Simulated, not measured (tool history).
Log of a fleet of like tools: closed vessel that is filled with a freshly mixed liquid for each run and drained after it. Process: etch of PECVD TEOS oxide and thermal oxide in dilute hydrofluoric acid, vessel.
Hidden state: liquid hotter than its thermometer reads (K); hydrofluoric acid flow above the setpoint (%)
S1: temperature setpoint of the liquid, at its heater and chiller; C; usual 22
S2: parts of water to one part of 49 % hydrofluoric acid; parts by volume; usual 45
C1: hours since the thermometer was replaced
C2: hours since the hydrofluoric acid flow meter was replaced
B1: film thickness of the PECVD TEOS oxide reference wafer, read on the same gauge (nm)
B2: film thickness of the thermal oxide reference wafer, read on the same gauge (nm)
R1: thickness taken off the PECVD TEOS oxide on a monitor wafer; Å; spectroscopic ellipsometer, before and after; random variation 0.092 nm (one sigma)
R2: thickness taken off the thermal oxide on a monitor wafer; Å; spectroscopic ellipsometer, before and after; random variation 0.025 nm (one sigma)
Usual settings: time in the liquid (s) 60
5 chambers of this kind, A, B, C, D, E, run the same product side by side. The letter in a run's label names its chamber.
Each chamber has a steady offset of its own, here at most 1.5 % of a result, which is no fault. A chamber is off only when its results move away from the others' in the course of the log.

Run 1E, hour 8.6: usual settings; C1 1339.6; C2 62.1; B1 39.983; B2 99.974. Result: R1 153.01 Å, R2 62.356 Å.
Run 2D, hour 16.7: usual settings; C1 537.9; C2 153.2; B1 40.003; B2 99.979. Result: R1 155.05 Å, R2 60.886 Å.
Run 3B, hour 26.9: usual settings; C1 604.2; C2 1514.7; B1 39.994; B2 99.992. Result: R1 151.05 Å, R2 61.349 Å.
Run 4A, hour 36.2: usual settings; C1 101.7; C2 1073.6; B1 39.998; B2 100.03. Result: R1 149.53 Å, R2 60.784 Å.
Run 5C, hour 45.2: usual settings; C1 281.1; C2 82.4; B1 39.978; B2 99.993. Result: R1 150.87 Å, R2 60.339 Å.
Run 6C, hour 51: usual settings; C1 286.9; C2 88.2; B1 40.023; B2 100.03. Result: R1 153.03 Å, R2 60.848 Å.
Run 7B, hour 60.9: usual settings but S2 60 parts by volume; C1 638.2; C2 1548.7; B1 40.004; B2 99.998. Result: R1 111.93 Å, R2 44.752 Å.
Run 8E, hour 70.1: usual settings but S2 60 parts by volume; C1 1401.1; C2 123.6; B1 40.015; B2 100. Result: R1 111.88 Å, R2 45.588 Å.
Run 9D, hour 81: usual settings but S2 60 parts by volume; C1 602.2; C2 217.5; B1 39.996; B2 99.984. Result: R1 112.25 Å, R2 44.976 Å.
Run 10A, hour 90.8: usual settings but S2 60 parts by volume; C1 156.3; C2 1128.2; B1 40.002; B2 99.989. Result: R1 111.58 Å, R2 44.903 Å.
Run 11B, hour 101.8: usual settings but S2 60 parts by volume; C1 679.1; C2 1589.6; B1 39.999; B2 100. Result: R1 110.94 Å, R2 44.873 Å.
Run 12A, hour 110: usual settings; C1 175.5; C2 1147.4; B1 39.99; B2 100. Result: R1 151.05 Å, R2 61.011 Å.
Run 13D, hour 120.4: usual settings; C1 641.6; C2 256.9; B1 39.98; B2 100.02. Result: R1 152.4 Å, R2 61.168 Å.
Run 14E, hour 125.2: usual settings; C1 1456.2; C2 178.7; B1 40.019; B2 100.03. Result: R1 152.65 Å, R2 61.397 Å.
Run 15C, hour 133.2: usual settings; C1 369.1; C2 170.4; B1 39.979; B2 100. Result: R1 153.55 Å, R2 60.877 Å.
Run 16A, hour 140.1: usual settings; C1 205.6; C2 1177.5; B1 39.992; B2 100.01. Result: R1 150.3 Å, R2 61.385 Å.
Run 17E, hour 148.2: usual settings; C1 1479.2; C2 201.7; B1 40.016; B2 99.986. Result: R1 152 Å, R2 61.875 Å.
Run 18B, hour 157.1: usual settings; C1 734.4; C2 1644.9; B1 40.007; B2 100.04. Result: R1 151.6 Å, R2 60.779 Å.
Run 19C, hour 166.9: usual settings; C1 402.8; C2 204.1; B1 39.988; B2 100. Result: R1 154.18 Å, R2 60.517 Å.
Run 20D, hour 176.9: usual settings; C1 698.1; C2 313.4; B1 39.997; B2 99.99. Result: R1 154.38 Å, R2 61.512 Å.
Run 21C, hour 185.3: usual settings; C1 421.2; C2 222.5; B1 40.008; B2 100.01. Result: R1 153.12 Å, R2 60.827 Å.
Run 22B, hour 190.7: usual settings but S2 50 parts by volume, time in the liquid (s) 30; C1 768; C2 1678.5; B1 40.03; B2 99.992. Result: R1 67.85 Å, R2 27.204 Å.
Run 23E, hour 195.6: usual settings but S2 50 parts by volume, time in the liquid (s) 30; C1 1526.6; C2 249.1; B1 40; B2 100. Result: R1 68.583 Å, R2 27.916 Å.
Run 24D, hour 201.4: usual settings but S2 50 parts by volume, time in the liquid (s) 30; C1 722.6; C2 337.9; B1 39.979; B2 99.987. Result: R1 68.11 Å, R2 27.158 Å.
Run 25A, hour 211.4: usual settings but S2 50 parts by volume, time in the liquid (s) 30; C1 276.9; C2 1248.8; B1 39.992; B2 99.992. Result: R1 67.38 Å, R2 27.409 Å.
Run 26B, hour 216.5: usual settings but S2 50 parts by volume, time in the liquid (s) 30; C1 793.8; C2 1704.3; B1 39.996; B2 99.999. Result: R1 67.736 Å, R2 27.341 Å.
Run 27A, hour 224.9: usual settings but S2 30 parts by volume, time in the liquid (s) 40; C1 290.4; C2 1262.3; B1 40.023; B2 99.985. Result: R1 155.33 Å, R2 62.519 Å.
Run 28D, hour 234.3: usual settings but S2 30 parts by volume, time in the liquid (s) 40; C1 755.5; C2 370.8; B1 39.991; B2 100.02. Result: R1 158.18 Å, R2 62.227 Å.
Run 29C, hour 243.7: usual settings but S2 30 parts by volume, time in the liquid (s) 40; C1 479.6; C2 280.9; B1 40.019; B2 99.991. Result: R1 155.26 Å, R2 62.06 Å.
Run 30E, hour 249.9: usual settings but S2 30 parts by volume, time in the liquid (s) 40; C1 1580.9; C2 303.4; B1 39.989; B2 100.02. Result: R1 155.24 Å, R2 62.536 Å.
Run 31C, hour 256: usual settings but S2 30 parts by volume, time in the liquid (s) 40; C1 491.9; C2 293.2; B1 39.997; B2 100.04. Result: R1 154.84 Å, R2 62.015 Å.
Run 32A, hour 265.7: usual settings; C1 331.2; C2 1303.1; B1 40.001; B2 99.983. Result: R1 152.76 Å, R2 61.073 Å.
Run 33B, hour 274.5: usual settings; C1 851.8; C2 1762.3; B1 39.99; B2 100.02. Result: R1 152.78 Å, R2 60.714 Å.
Run 34D, hour 284.9: usual settings; C1 806.1; C2 421.4; B1 39.991; B2 99.983. Result: R1 152.47 Å, R2 60.547 Å.
Run 35E, hour 290.1: usual settings; C1 1621.1; C2 343.6; B1 39.984; B2 100.02. Result: R1 153.1 Å, R2 61.659 Å.
Run 36B, hour 297: usual settings; C1 874.3; C2 1784.8; B1 40.007; B2 99.971. Result: R1 151.02 Å, R2 61.201 Å.
At hour 303.9: chamber E: thermometer replaced.
Run 37A, hour 305: usual settings but S2 55 parts by volume; C1 370.5; C2 1342.4; B1 39.986; B2 99.992. Result: R1 121.78 Å, R2 49.434 Å.
Run 38D, hour 312.5: usual settings but S2 55 parts by volume; C1 833.7; C2 449; B1 39.991; B2 100. Result: R1 123.75 Å, R2 48.86 Å.
Run 39E, hour 318.2: usual settings but S2 55 parts by volume; C1 14.3; C2 371.7; B1 40.02; B2 99.998. Result: R1 123.64 Å, R2 49.647 Å.

What goes on in this fleet: one chamber off, a drifting gauge, or nothing beyond the chambers' own small offsets? Name the chamber and the cause, if any.

No chamber stands off beyond its own small offset, and the gauge holds steady.

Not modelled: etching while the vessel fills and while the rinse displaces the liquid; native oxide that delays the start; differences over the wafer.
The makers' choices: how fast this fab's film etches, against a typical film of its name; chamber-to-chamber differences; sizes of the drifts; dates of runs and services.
